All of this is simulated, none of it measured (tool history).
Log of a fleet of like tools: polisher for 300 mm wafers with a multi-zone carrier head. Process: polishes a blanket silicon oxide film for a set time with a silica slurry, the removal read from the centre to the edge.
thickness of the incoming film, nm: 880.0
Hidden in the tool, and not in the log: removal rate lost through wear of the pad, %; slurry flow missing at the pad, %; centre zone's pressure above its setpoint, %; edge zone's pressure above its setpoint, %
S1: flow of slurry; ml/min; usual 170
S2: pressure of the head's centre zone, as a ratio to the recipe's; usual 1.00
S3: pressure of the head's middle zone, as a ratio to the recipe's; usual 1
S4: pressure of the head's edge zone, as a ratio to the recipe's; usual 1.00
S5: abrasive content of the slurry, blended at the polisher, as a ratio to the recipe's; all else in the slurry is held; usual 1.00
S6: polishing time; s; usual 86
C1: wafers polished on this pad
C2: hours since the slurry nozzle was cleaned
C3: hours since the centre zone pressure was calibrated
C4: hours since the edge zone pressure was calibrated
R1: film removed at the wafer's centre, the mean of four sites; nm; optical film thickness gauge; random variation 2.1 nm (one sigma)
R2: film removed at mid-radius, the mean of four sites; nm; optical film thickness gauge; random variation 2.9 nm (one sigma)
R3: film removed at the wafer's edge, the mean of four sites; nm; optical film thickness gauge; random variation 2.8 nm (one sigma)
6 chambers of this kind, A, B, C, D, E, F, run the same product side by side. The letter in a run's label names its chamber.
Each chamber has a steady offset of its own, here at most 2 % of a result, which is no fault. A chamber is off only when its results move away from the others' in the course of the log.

| run | hour | S1 | S2 | S3 | S4 | S5 | S6 | C1 | C2 | C3 | C4 | R1 | R2 | R3 |
|---|---|---|---|---|---|---|---|---|---|---|---|---|---|---|
|  | 2.6 | chamber F: slurry nozzle cleaned |
| 1B | 4.5 | 170 | 1.00 | 1 | 1.00 | 1.00 | 86 | 710 | 130.9 | 517.1 | 859.8 | 224.71 | 222.28 | 221.49 |
| 2C | 8.2 | 170 | 1.00 | 1 | 1.00 | 1.00 | 86 | 865 | 159.7 | 648.0 | 176.4 | 224.23 | 224.55 | 228.04 |
|  | 9.3 | chamber C: worn pad replaced by a new one |
|  | 9.7 | chamber B: worn pad replaced by a new one |
| 3A | 13.0 | 170 | 1.00 | 1 | 1.00 | 1.00 | 86 | 665 | 22.2 | 587.5 | 385.6 | 227.45 | 219.57 | 218.07 |
| 4E | 17.1 | 170 | 1.00 | 1 | 1.00 | 1.00 | 86 | 220 | 305.4 | 322.9 | 1052.6 | 227.53 | 224.89 | 228.88 |
| 5F | 21.4 | 170 | 1.00 | 1 | 1.00 | 1.00 | 86 | 895 | 18.8 | 147.4 | 202.2 | 228.98 | 225.02 | 229.52 |
| 6D | 27.5 | 170 | 1.00 | 1 | 1.10 | 0.75 | 86 | 806 | 208.3 | 1352.1 | 600.5 | 192.81 | 200.03 | 201.63 |
| 7D | 31.1 | 170 | 1.00 | 1 | 1.10 | 0.75 | 86 | 840 | 211.9 | 1355.7 | 604.1 | 193.32 | 196.58 | 207.12 |
| 8C | 36.7 | 170 | 1.00 | 1 | 1.10 | 0.75 | 86 | 252 | 188.2 | 676.5 | 204.9 | 195.60 | 194.40 | 206.96 |
| 9B | 41.3 | 170 | 1.00 | 1 | 1.10 | 0.75 | 86 | 291 | 167.7 | 553.9 | 896.6 | 197.89 | 191.10 | 206.71 |
|  | 44.8 | chamber A: worn pad replaced by a new one |
| 10A | 45.8 | 170 | 1.00 | 1 | 1.10 | 0.75 | 86 | 9 | 55.0 | 620.3 | 418.4 | 197.31 | 192.62 | 207.81 |
|  | 52.0 | chamber B: centre zone pressure recalibrated |
| 11F | 52.3 | 170 | 1.00 | 1 | 1.10 | 0.75 | 86 | 1180 | 49.7 | 178.3 | 233.1 | 195.90 | 197.20 | 207.62 |
|  | 57.6 | chamber D: worn pad replaced by a new one |
| 12E | 58.1 | 170 | 1.00 | 1 | 1.00 | 1.00 | 86 | 598 | 346.4 | 363.9 | 1093.6 | 223.06 | 224.54 | 222.92 |
| 13F | 61.8 | 170 | 1.00 | 1 | 1.00 | 1.00 | 86 | 1268 | 59.2 | 187.8 | 242.6 | 223.66 | 226.28 | 227.50 |
| 14E | 68.9 | 170 | 1.00 | 1 | 1.00 | 1.00 | 86 | 697 | 357.2 | 374.7 | 1104.4 | 223.57 | 229.12 | 229.09 |
|  | 70.3 | chamber D: centre zone pressure recalibrated |
| 15C | 74.3 | 170 | 1.00 | 1 | 1.00 | 1.00 | 86 | 599 | 225.8 | 714.1 | 242.5 | 227.69 | 228.72 | 229.17 |
|  | 77.5 | chamber A: edge zone pressure recalibrated |
| 16D | 80.4 | 170 | 1.00 | 1 | 1.00 | 1.00 | 86 | 210 | 261.2 | 10.2 | 653.4 | 227.22 | 218.96 | 225.68 |
| 17B | 84.6 | 170 | 1.00 | 1 | 1.00 | 1.00 | 86 | 690 | 211.0 | 32.6 | 939.9 | 227.60 | 222.45 | 223.06 |
| 18A | 88.3 | 170 | 1.00 | 1 | 1.00 | 1.00 | 86 | 401 | 97.5 | 662.8 | 10.9 | 222.58 | 220.66 | 221.92 |
| 19C | 94.0 | 170 | 1.00 | 1 | 1.00 | 1.00 | 86 | 780 | 245.5 | 733.8 | 262.2 | 225.94 | 226.67 | 220.07 |
|  | 95.4 | chamber B: worn pad replaced by a new one |
| 20F | 98.5 | 170 | 1.11 | 1 | 1.00 | 1.00 | 86 | 1606 | 95.9 | 224.5 | 279.3 | 255.08 | 218.96 | 229.32 |
|  | 100.2 | chamber E: worn pad replaced by a new one |
|  | 103.4 | chamber C: worn pad replaced by a new one |
| 21D | 105.9 | 170 | 1.11 | 1 | 1.00 | 1.00 | 86 | 445 | 286.7 | 35.7 | 678.9 | 251.76 | 221.17 | 222.77 |
| 22A | 110.3 | 170 | 1.11 | 1 | 1.00 | 1.00 | 86 | 603 | 119.5 | 684.8 | 32.9 | 251.25 | 221.71 | 229.55 |
| 23E | 113.7 | 170 | 1.11 | 1 | 1.00 | 1.00 | 86 | 124 | 402.0 | 419.5 | 1149.2 | 252.32 | 220.70 | 225.62 |
| 24B | 119.5 | 170 | 1.11 | 1 | 1.00 | 1.00 | 86 | 222 | 245.9 | 67.5 | 974.8 | 251.81 | 217.97 | 224.88 |
| 25A | 125.8 | 170 | 1.11 | 1 | 1.00 | 1.00 | 86 | 746 | 135.0 | 700.3 | 48.4 | 255.03 | 222.62 | 220.99 |
|  | 126.9 | chamber E: edge zone pressure recalibrated |
| 26D | 132.8 | 170 | 1.00 | 1 | 1.00 | 1.00 | 86 | 693 | 313.6 | 62.6 | 705.8 | 224.74 | 223.69 | 221.97 |
| 27C | 138.4 | 170 | 1.00 | 1 | 1.06 | 0.80 | 86 | 323 | 289.9 | 778.2 | 306.6 | 201.54 | 202.83 | 206.33 |
| 28F | 142.5 | 170 | 1.00 | 1 | 1.06 | 0.80 | 86 | 2012 | 139.9 | 268.5 | 323.3 | 196.24 | 190.33 | 202.79 |
| 29B | 149.2 | 170 | 1.00 | 1 | 1.06 | 0.80 | 86 | 496 | 275.6 | 97.2 | 1004.5 | 203.39 | 195.41 | 207.91 |
| 30E | 155.2 | 170 | 1.00 | 1 | 1.06 | 0.80 | 86 | 507 | 443.5 | 461.0 | 28.4 | 203.22 | 205.47 | 210.50 |
| 31C | 161.3 | 170 | 1.00 | 1 | 1.06 | 0.80 | 86 | 534 | 312.8 | 801.1 | 329.5 | 204.17 | 195.93 | 206.06 |
|  | 163.1 | chamber A: worn pad replaced by a new one |
| 32B | 167.6 | 170 | 1.00 | 1 | 1.06 | 0.80 | 86 | 665 | 294.0 | 115.6 | 1022.9 | 201.63 | 203.61 | 206.36 |
|  | 169.8 | chamber C: edge zone pressure recalibrated |
| 33A | 172.6 | 170 | 1.00 | 1 | 1.00 | 1.00 | 86 | 87 | 181.8 | 747.1 | 95.2 | 224.89 | 223.03 | 220.87 |
| 34D | 178.8 | 170 | 1.00 | 1 | 1.00 | 1.00 | 86 | 1117 | 359.6 | 108.6 | 751.8 | 226.11 | 221.47 | 221.01 |
|  | 186.3 | chamber D: worn pad replaced by a new one |
| 35F | 186.5 | 170 | 1.00 | 1 | 1.00 | 1.00 | 86 | 2417 | 183.9 | 312.5 | 367.3 | 212.09 | 209.04 | 211.07 |
|  | 187.6 | chamber C: worn pad replaced by a new one |
| 36E | 193.8 | 170 | 1.00 | 1 | 1.00 | 1.00 | 86 | 863 | 482.1 | 499.6 | 67.0 | 227.16 | 218.57 | 227.62 |
| 37C | 197.8 | 170 | 1.00 | 1 | 1.00 | 1.00 | 86 | 94 | 349.3 | 837.6 | 28.0 | 228.42 | 222.11 | 224.93 |
| 38D | 203.1 | 170 | 1.00 | 1 | 1.00 | 1.00 | 86 | 155 | 383.9 | 132.9 | 776.1 | 220.40 | 220.25 | 225.81 |
| 39E | 207.6 | 170 | 0.96 | 1 | 1.00 | 0.75 | 86 | 990 | 495.9 | 513.4 | 80.8 | 188.07 | 194.10 | 200.20 |

What goes on in this fleet: one chamber off, a drifting gauge, or nothing beyond the chambers' own small offsets? Name the chamber and the cause, if any.

Chamber F drifts away from the others.
Cause: removal rate lost through wear of the pad, % = 8.9.
The log may not tell that from: slurry flow missing at the pad, %.

Here are 4 candidates for chamber F's next run, each the usual settings with a change, their results left as question marks. Which one brings its results back in line with what the others give on the usual settings?
In line means no further than this from the other chambers' mean on the usual settings: R1 7.30 nm; R2 10.00 nm; R3 9.60 nm
| 40F-1 | 213.1 | 170 | 0.99 | 0.99 | 1.00 | 1.00 | 80 |  |  |  |  | ? | ? | ? |
| 40F-2 | 213.1 | 165 | 0.99 | 0.99 | 1.01 | 0.95 | 75 |  |  |  |  | ? | ? | ? |
| 40F-3 | 213.1 | 175 | 1.01 | 1.01 | 0.99 | 1.05 | 97 |  |  |  |  | ? | ? | ? |
| 40F-4 | 213.1 | 170 | 1.01 | 1.01 | 1.00 | 1.00 | 92 |  |  |  |  | ? | ? | ? |

The other chambers' mean on the usual settings: R1 225.14 nm; R2 223.35 nm; R3 224.74 nm
| run | R1 | R2 | R3 |
|---|---|---|---|
| 40F-1 | 191.27 | 190.45 | 193.86 |
| 40F-2 | 173.99 | 173.35 | 177.63 |
| 40F-3 | 243.85 | 241.67 | 239.92 |
| 40F-4 | 224.91 | 223.03 | 222.88 |
40F-4 brings the chamber back in line.

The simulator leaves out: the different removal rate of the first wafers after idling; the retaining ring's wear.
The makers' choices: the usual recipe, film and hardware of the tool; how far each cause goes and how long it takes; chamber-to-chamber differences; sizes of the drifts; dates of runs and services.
